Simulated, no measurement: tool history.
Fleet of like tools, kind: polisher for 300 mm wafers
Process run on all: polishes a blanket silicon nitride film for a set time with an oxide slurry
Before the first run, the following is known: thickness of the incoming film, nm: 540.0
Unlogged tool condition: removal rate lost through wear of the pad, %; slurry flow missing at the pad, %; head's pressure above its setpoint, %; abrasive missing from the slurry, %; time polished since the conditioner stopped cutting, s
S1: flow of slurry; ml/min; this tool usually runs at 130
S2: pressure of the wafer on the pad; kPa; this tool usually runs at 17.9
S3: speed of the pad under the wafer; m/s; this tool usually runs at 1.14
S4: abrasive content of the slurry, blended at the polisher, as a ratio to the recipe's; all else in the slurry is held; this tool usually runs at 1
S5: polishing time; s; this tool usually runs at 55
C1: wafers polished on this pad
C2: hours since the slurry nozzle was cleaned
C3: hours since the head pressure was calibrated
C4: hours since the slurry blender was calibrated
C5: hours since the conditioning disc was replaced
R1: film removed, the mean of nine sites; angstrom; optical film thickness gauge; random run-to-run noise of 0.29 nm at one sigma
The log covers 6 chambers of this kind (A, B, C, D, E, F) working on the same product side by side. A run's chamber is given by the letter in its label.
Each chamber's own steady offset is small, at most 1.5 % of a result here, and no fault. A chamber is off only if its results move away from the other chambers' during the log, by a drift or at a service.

{"run": "1B", "day": 0.279, "S1": 130, "S2": 17.9, "S3": 1.14, "S4": 1, "S5": 55, "C1": 98, "C2": 35.2, "C3": 134.6, "C4": 61.2, "C5": 181.7, "R1": 300.34}
{"run": "2C", "day": 0.708, "S1": 130, "S2": 17.9, "S3": 1.14, "S4": 1, "S5": 55, "C1": 1014, "C2": 798.5, "C3": 1023.4, "C4": 253.6, "C5": 187.9, "R1": 290.28}
{"day": 0.762, "done": "chamber C: conditioning disc replaced and pad reconditioned"}
{"run": "3F", "day": 1.108, "S1": 130, "S2": 17.9, "S3": 1.14, "S4": 1, "S5": 55, "C1": 947, "C2": 652.7, "C3": 604.8, "C4": 125.3, "C5": 79.4, "R1": 299.02}
{"day": 1.188, "done": "chamber C: slurry blender recalibrated"}
{"run": "4A", "day": 1.508, "S1": 130, "S2": 17.9, "S3": 1.14, "S4": 1, "S5": 55, "C1": 383, "C2": 187.6, "C3": 346.7, "C4": 159.0, "C5": 132.7, "R1": 295.19}
{"day": 1.7, "done": "chamber C: slurry nozzle cleaned"}
{"run": "5D", "day": 1.958, "S1": 130, "S2": 17.9, "S3": 1.14, "S4": 1, "S5": 55, "C1": 601, "C2": 241.4, "C3": 820.9, "C4": 148.9, "C5": 116.8, "R1": 292.52}
{"run": "6E", "day": 2.433, "S1": 130, "S2": 17.9, "S3": 1.14, "S4": 1, "S5": 55, "C1": 1084, "C2": 589.2, "C3": 295.1, "C4": 92.5, "C5": 65.6, "R1": 298.5}
{"day": 2.562, "done": "chamber E: worn pad replaced by a new one"}
{"run": "7C", "day": 2.746, "S1": 130, "S2": 17.9, "S3": 1.14, "S4": 1, "S5": 55, "C1": 1318, "C2": 25.2, "C3": 1072.3, "C4": 37.4, "C5": 47.7, "R1": 299.18}
{"day": 2.892, "done": "chamber F: worn pad replaced by a new one"}
{"day": 3.029, "done": "chamber D: slurry nozzle cleaned"}
{"day": 3.046, "done": "chamber F: slurry nozzle cleaned"}
{"run": "8B", "day": 3.271, "S1": 130, "S2": 17.9, "S3": 1.14, "S4": 1, "S5": 55, "C1": 543, "C2": 107.0, "C3": 206.4, "C4": 133.0, "C5": 253.5, "R1": 296.16}
{"day": 3.475, "done": "chamber C: worn pad replaced by a new one"}
{"run": "9F", "day": 3.838, "S1": 130, "S2": 17.9, "S3": 1.14, "S4": 1, "S5": 55, "C1": 141, "C2": 19.1, "C3": 670.3, "C4": 190.8, "C5": 144.9, "R1": 300.38}
{"run": "10D", "day": 4.35, "S1": 130, "S2": 17.9, "S3": 1.14, "S4": 1, "S5": 55, "C1": 957, "C2": 31.8, "C3": 878.3, "C4": 206.3, "C5": 174.2, "R1": 289.29}
{"run": "11E", "day": 4.675, "S1": 130, "S2": 17.9, "S3": 1.14, "S4": 1, "S5": 55, "C1": 314, "C2": 643.0, "C3": 348.9, "C4": 146.3, "C5": 119.4, "R1": 297.24}
{"day": 4.775, "done": "chamber D: worn pad replaced by a new one"}
{"day": 4.975, "done": "chamber D: conditioning disc replaced and pad reconditioned"}
{"day": 5.033, "done": "chamber B: slurry blender recalibrated"}
{"run": "12A", "day": 5.083, "S1": 130, "S2": 17.9, "S3": 1.14, "S4": 1, "S5": 55, "C1": 916, "C2": 273.4, "C3": 432.5, "C4": 244.8, "C5": 218.5, "R1": 295.72}
{"run": "13D", "day": 5.417, "S1": 130, "S2": 17.9, "S3": 1.14, "S4": 1, "S5": 55, "C1": 95, "C2": 57.4, "C3": 903.9, "C4": 231.9, "C5": 10.6, "R1": 293.48}
{"day": 5.842, "done": "chamber F: conditioning disc replaced and pad reconditioned"}
{"run": "14B", "day": 5.854, "S1": 130, "S2": 17.9, "S3": 1.14, "S4": 1, "S5": 55, "C1": 928, "C2": 169.0, "C3": 268.4, "C4": 19.7, "C5": 315.5, "R1": 299.22}
{"day": 5.883, "done": "chamber A: worn pad replaced by a new one"}
{"day": 6.25, "done": "chamber A: head pressure recalibrated"}
{"day": 6.333, "done": "chamber E: conditioning disc replaced and pad reconditioned"}
{"run": "15F", "day": 6.383, "S1": 130, "S2": 17.9, "S3": 1.14, "S4": 1, "S5": 55, "C1": 520, "C2": 80.2, "C3": 731.4, "C4": 251.9, "C5": 13.0, "R1": 312.38}
{"day": 6.392, "done": "chamber B: worn pad replaced by a new one"}
{"run": "16A", "day": 6.742, "S1": 130, "S2": 17.9, "S3": 1.14, "S4": 1, "S5": 55, "C1": 128, "C2": 313.2, "C3": 11.8, "C4": 284.6, "C5": 258.3, "R1": 293.99}
{"run": "17E", "day": 7.3, "S1": 130, "S2": 17.9, "S3": 1.14, "S4": 1, "S5": 55, "C1": 705, "C2": 706.0, "C3": 411.9, "C4": 209.3, "C5": 23.2, "R1": 291.24}
{"run": "18C", "day": 7.608, "S1": 130, "S2": 17.9, "S3": 1.14, "S4": 1, "S5": 55, "C1": 616, "C2": 141.9, "C3": 1189.0, "C4": 154.1, "C5": 164.4, "R1": 295.72}
{"run": "19B", "day": 8.025, "S1": 130, "S2": 17.9, "S3": 1.14, "S4": 1, "S5": 55, "C1": 243, "C2": 221.1, "C3": 320.5, "C4": 71.8, "C5": 367.6, "R1": 300.76}
{"day": 8.462, "done": "chamber C: conditioning disc replaced and pad reconditioned"}
{"day": 8.492, "done": "chamber E: slurry nozzle cleaned"}
{"run": "20A", "day": 8.512, "S1": 130, "S2": 17.9, "S3": 1.14, "S4": 1, "S5": 55, "C1": 391, "C2": 355.7, "C3": 54.3, "C4": 327.1, "C5": 300.8, "R1": 302.12}
{"day": 8.646, "done": "chamber B: slurry nozzle cleaned"}
{"day": 8.925, "done": "chamber E: worn pad replaced by a new one"}
{"run": "21D", "day": 9.1, "S1": 130, "S2": 17.9, "S3": 1.14, "S4": 1, "S5": 55, "C1": 644, "C2": 145.8, "C3": 992.3, "C4": 320.3, "C5": 99.0, "R1": 299.1}
{"day": 9.362, "done": "chamber D: slurry blender recalibrated"}
{"day": 9.446, "done": "chamber A: slurry blender recalibrated"}
{"run": "22F", "day": 9.612, "S1": 130, "S2": 17.9, "S3": 1.14, "S4": 1, "S5": 55, "C1": 1001, "C2": 157.7, "C3": 808.9, "C4": 329.4, "C5": 90.5, "R1": 310.51}
{"day": 9.9, "done": "chamber F: worn pad replaced by a new one"}
{"run": "23C", "day": 9.917, "S1": 130, "S2": 17.9, "S3": 1.14, "S4": 1, "S5": 55, "C1": 959, "C2": 197.3, "C3": 1244.4, "C4": 209.5, "C5": 35.0, "R1": 297.62}
{"run": "24E", "day": 10.538, "S1": 130, "S2": 17.9, "S3": 1.14, "S4": 1, "S5": 55, "C1": 240, "C2": 49.1, "C3": 489.6, "C4": 287.0, "C5": 100.9, "R1": 293.7}
{"run": "25E", "day": 10.871, "S1": 130, "S2": 17.9, "S3": 1.14, "S4": 1, "S5": 55, "C1": 290, "C2": 57.1, "C3": 497.6, "C4": 295.0, "C5": 108.9, "R1": 298.88}
{"day": 11.125, "done": "chamber D: worn pad replaced by a new one"}
{"day": 11.154, "done": "chamber C: slurry blender recalibrated"}
{"run": "26A", "day": 11.446, "S1": 130, "S2": 17.9, "S3": 1.14, "S4": 1, "S5": 55, "C1": 828, "C2": 426.1, "C3": 124.7, "C4": 48.0, "C5": 371.2, "R1": 293.96}
{"run": "27C", "day": 11.842, "S1": 130, "S2": 17.9, "S3": 1.14, "S4": 1, "S5": 55, "C1": 1246, "C2": 243.5, "C3": 1290.6, "C4": 16.6, "C5": 81.2, "R1": 296.91}
{"day": 11.854, "done": "chamber A: worn pad replaced by a new one"}
{"day": 11.938, "done": "chamber A: slurry nozzle cleaned"}
{"day": 12.046, "done": "chamber A: conditioning disc replaced and pad reconditioned"}
{"run": "28F", "day": 12.471, "S1": 130, "S2": 17.9, "S3": 1.14, "S4": 1, "S5": 55, "C1": 383, "C2": 226.3, "C3": 877.5, "C4": 398.0, "C5": 159.1, "R1": 312.51}
{"run": "29D", "day": 12.842, "S1": 130, "S2": 17.9, "S3": 1.14, "S4": 1, "S5": 55, "C1": 256, "C2": 235.6, "C3": 1082.1, "C4": 83.5, "C5": 188.8, "R1": 292.17}
{"day": 12.904, "done": "chamber F: slurry blender recalibrated"}
{"day": 12.942, "done": "chamber D: head pressure recalibrated"}
{"day": 12.967, "done": "chamber D: slurry nozzle cleaned"}
{"day": 13.054, "done": "chamber B: worn pad replaced by a new one"}
{"day": 13.075, "done": "chamber B: slurry blender recalibrated"}
{"run": "30B", "day": 13.362, "S1": 130, "S2": 17.9, "S3": 1.14, "S4": 1, "S5": 55, "C1": 46, "C2": 113.2, "C3": 448.6, "C4": 6.9, "C5": 495.7, "R1": 302.82}
{"day": 13.558, "done": "chamber E: conditioning disc replaced and pad reconditioned"}
{"run": "31C", "day": 13.671, "S1": 130, "S2": 17.9, "S3": 1.14, "S4": 1, "S5": 55, "C1": 1519, "C2": 287.4, "C3": 1334.5, "C4": 60.5, "C5": 125.1, "R1": 293.55}
{"day": 13.775, "done": "chamber D: conditioning disc replaced and pad reconditioned"}
{"run": "32D", "day": 14.246, "S1": 130, "S2": 17.9, "S3": 1.14, "S4": 1, "S5": 55, "C1": 465, "C2": 30.7, "C3": 31.4, "C4": 117.2, "C5": 11.4, "R1": 292.99}
{"day": 14.679, "done": "chamber E: slurry blender recalibrated"}
{"run": "33E", "day": 14.767, "S1": 130, "S2": 17.9, "S3": 1.14, "S4": 1, "S5": 55, "C1": 870, "C2": 150.6, "C3": 591.1, "C4": 2.1, "C5": 29.1, "R1": 298.58}
{"day": 14.804, "done": "chamber F: conditioning disc replaced and pad reconditioned"}
{"run": "34B", "day": 15.283, "S1": 130, "S2": 17.9, "S3": 1.14, "S4": 1, "S5": 55, "C1": 332, "C2": 159.3, "C3": 494.7, "C4": 53.0, "C5": 541.8, "R1": 300.63}
{"run": "35F", "day": 15.904, "S1": 130, "S2": 17.9, "S3": 1.14, "S4": 1, "S5": 55, "C1": 894, "C2": 308.7, "C3": 959.9, "C4": 72.1, "C5": 26.4, "R1": 319.05}
{"run": "36A", "day": 16.475, "S1": 130, "S2": 17.9, "S3": 1.14, "S4": 1, "S5": 63, "C1": 688, "C2": 109.0, "C3": 245.4, "C4": 168.7, "C5": 106.3, "R1": 341.03}
{"run": "37D", "day": 16.871, "S1": 130, "S2": 17.9, "S3": 1.14, "S4": 1, "S5": 63, "C1": 856, "C2": 93.7, "C3": 94.4, "C4": 180.2, "C5": 74.4, "R1": 335.15}

Has any chamber moved away from the others, gradually or after a service, or does the common gauge drift, or do the chambers differ only by their own small steady offsets? State the chamber and the most likely cause if one applies.

It is chamber F that slowly wanders off from its peers.
Likeliest cause: head's pressure above its setpoint, % = 7.04.

Below are 4 candidate recipes for chamber F's next run, each the usual settings with a change, their results shown as question marks. Which of them brings F's results back in line with what the other chambers give on the usual settings?
To be in line, a result may differ from the other chambers' mean on the usual settings by at most: R1 10.00 angstrom
{"run": "38F-1", "day": 17.325, "S1": 135, "S2": 17.9, "S3": 1.14, "S4": 1.05, "S5": 62, "R1": "?"}
{"run": "38F-2", "day": 17.325, "S1": 130, "S2": 16.5, "S3": 1.14, "S4": 1.0, "S5": 51, "R1": "?"}
{"run": "38F-3", "day": 17.325, "S1": 130, "S2": 17.9, "S3": 1.06, "S4": 0.95, "S5": 55, "R1": "?"}
{"run": "38F-4", "day": 17.325, "S1": 130, "S2": 17.9, "S3": 1.18, "S4": 1.0, "S5": 58, "R1": "?"}

The mean the other chambers reach with the usual settings: R1 296.57 angstrom
run=38F-1 R1=373.91
run=38F-2 R1=275.64
run=38F-3 R1=297.29
run=38F-4 R1=349.57
38F-3 puts the chamber back in line with the other chambers.
